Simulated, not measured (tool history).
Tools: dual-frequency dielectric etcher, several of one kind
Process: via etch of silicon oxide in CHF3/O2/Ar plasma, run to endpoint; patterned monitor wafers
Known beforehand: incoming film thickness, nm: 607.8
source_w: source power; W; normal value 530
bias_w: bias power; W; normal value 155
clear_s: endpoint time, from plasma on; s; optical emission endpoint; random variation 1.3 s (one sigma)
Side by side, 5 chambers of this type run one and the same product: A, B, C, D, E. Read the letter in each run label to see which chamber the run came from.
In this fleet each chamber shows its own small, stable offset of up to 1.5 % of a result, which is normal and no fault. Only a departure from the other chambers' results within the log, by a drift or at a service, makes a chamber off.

run	day	source_w	bias_w	hours since the last wet clean	hours since the last source power generator calibration	hours since the last bias power generator calibration	clear_s
1A	0.346	530	155	376.9	1344.3	3479.5	339.84
2C	0.783	530	155	168.7	662	1251.8	342.96
3D	1.371	530	155	236.2	858.4	2663	339.61
4B	1.754	530	155	321.2	1792.3	98.1	339.06
5E	2.142	530	155	386	3417.4	1974.4	336.99
6B	2.7	530	155	343.9	1815	120.8	338.39
7D	3.146	570	155	278.8	901	2705.6	329.73
# day 3.162: chamber A: wet clean of the chamber
8A	3.733	570	155	13.8	1425.6	3560.8	328.97
9C	4.196	570	155	250.6	743.9	1333.7	333.16
10E	4.567	570	155	444.2	3475.6	2032.6	328.39
11E	4.962	570	155	453.7	3485.1	2042.1	328.49
12C	5.408	530	155	279.7	773	1362.8	344.9
13A	6.092	530	155	70.4	1482.2	3617.4	341.67
14B	6.567	530	155	436.7	1907.8	213.6	336.35
# day 6.925: chamber E: source power generator calibrated
15D	6.95	410	123	370.1	992.3	2796.9	407.36
# day 7.542: chamber E: wet clean of the chamber
16E	7.608	410	123	1.6	16.5	2105.6	401.79
17C	8.054	410	123	343.2	836.5	1426.3	408.42
18B	8.383	410	123	480.3	1951.4	257.2	401.33
19A	9.004	410	123	140.3	1552.1	3687.3	405.17
20D	9.462	530	155	430.4	1052.6	2857.2	345.93
# day 9.954: chamber B: wet clean of the chamber
21B	10.067	530	155	2.8	1991.8	297.6	337.43
# day 10.096: chamber D: bias power generator calibrated
22E	10.671	530	155	75.1	90	2179.1	337.59
23C	11.133	530	155	417.1	910.4	1500.2	344.37
24D	11.771	530	155	485.8	1108	40.3	346.15
25A	12.292	530	155	219.2	1631	3766.2	340.15
26A	12.6	530	155	226.6	1638.4	3773.6	340.34
27C	13.1	530	155	464.3	957.6	1547.4	344.1
28D	13.467	530	155	526.5	1148.7	81	348.56
29B	14.1	530	155	99.6	2088.6	394.4	335.97
30E	14.5	530	155	167	181.9	2271	340.01
31B	15.004	530	155	121.3	2110.3	416.1	336.59
32E	15.479	530	155	190.5	205.4	2294.5	338.14
33C	15.879	530	155	531	1024.3	1614.1	343.92
34D	16.242	530	155	593.1	1215.3	147.6	350.54

Has any chamber moved away from the others, gradually or after a service, or does the common gauge drift, or do the chambers differ only by their own small steady offsets? State the chamber and the most likely cause if one applies.

It is chamber D that slowly wanders off from its peers.
Most likely cause: etch rate under this chamber's usual, % = 3.92.

Which of the 4 candidates below, each the usual settings with something changed and its results left as question marks, puts chamber D back in line with what the other chambers give on the usual settings?
In-line tolerance around the mean of the other chambers on the usual settings: clear_s 4.6 s
35D-1	16.738	440	155				?
35D-2	16.738	530	136				?
35D-3	16.738	590	170				?
35D-4	16.738	560	163				?

Other chambers, usual settings, mean: clear_s 339.36 s
run	clear_s
35D-1	380.49
35D-2	369.35
35D-3	329.53
35D-4	340.94
Change 35D-4 lands the chamber within the allowed miss of the other chambers.

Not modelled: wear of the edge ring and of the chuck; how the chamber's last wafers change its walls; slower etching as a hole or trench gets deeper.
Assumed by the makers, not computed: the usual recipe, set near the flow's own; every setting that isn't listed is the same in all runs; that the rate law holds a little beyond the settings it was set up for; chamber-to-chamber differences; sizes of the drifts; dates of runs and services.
